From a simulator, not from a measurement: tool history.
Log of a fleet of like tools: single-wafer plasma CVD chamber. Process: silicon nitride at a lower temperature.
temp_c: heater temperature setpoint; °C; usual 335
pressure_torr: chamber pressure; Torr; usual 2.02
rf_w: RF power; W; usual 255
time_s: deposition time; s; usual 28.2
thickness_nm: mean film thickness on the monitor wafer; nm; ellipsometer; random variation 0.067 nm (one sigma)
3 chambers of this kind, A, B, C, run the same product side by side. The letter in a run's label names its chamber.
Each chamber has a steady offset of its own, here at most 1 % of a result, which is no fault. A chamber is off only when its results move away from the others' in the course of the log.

run   hour  temp_c  pressure_torr  rf_w  time_s  read-back reference wafer on the same gauge, thickness_nm  thickness_nm
 1A    7.3     335           2.02   255    28.2                                                     26.505        31.468
 2C   13.8     335           2.02   255    28.2                                                     26.485        32.030
 3B   23.7     335           2.02   255    28.2                                                     26.519        31.872
 4C   34.2     335           2.02   255    28.2                                                     26.493        31.773
 5A   43.8     335           2.02   255    28.2                                                     26.506        31.495
 6B   54.7     335           2.02   255    28.2                                                     26.502        31.732
 7B   65.8     335           1.76   255    31.2                                                     26.502        33.956
 8C   72.8     335           1.76   255    31.2                                                     26.503        34.165
 9A   82.2     335           1.76   255    31.2                                                     26.497        33.604
10B   88.9     335           2.02   255    28.2                                                     26.503        31.811
11A  101.0     335           2.02   255    28.2                                                     26.506        31.483
12C  108.3     335           2.02   255    28.2                                                     26.500        31.852
13A  114.1     335           2.02   255    28.2                                                     26.496        31.357
14B  125.2     335           2.02   255    28.2                                                     26.505        31.893
15C  135.5     335           2.02   255    28.2                                                     26.482        32.038
     135.6  -- chamber C: thermocouple changed; heater temperature recalibrated
16C  144.5     335           2.02   255    28.2                                                     26.499        32.000
17B  150.4     335           2.02   255    28.2                                                     26.505        32.008
18A  159.0     335           2.02   255    28.2                                                     26.503        31.576
19B  166.7     330           2.02   285    28.2                                                     26.490        34.488
     169.4  -- chamber B: RF generator calibrated
20A  178.3     330           2.02   285    28.2                                                     26.495        34.031
21C  183.9     330           2.02   285    28.2                                                     26.503        34.544
22C  196.1     342           2.02   220    28.2                                                     26.497        28.713
23B  202.1     342           2.02   220    28.2                                                     26.504        28.661

All 3 chambers run these settings next. Forecast each chamber's results:
24A  211.0     335           2.02   220    28.2                                                                        ?
24B  211.0     335           2.02   220    28.2                                                                        ?
24C  211.0     335           2.02   220    28.2                                                                        ?

run  thickness_nm
24A        28.350
24B        28.610
24C        28.748
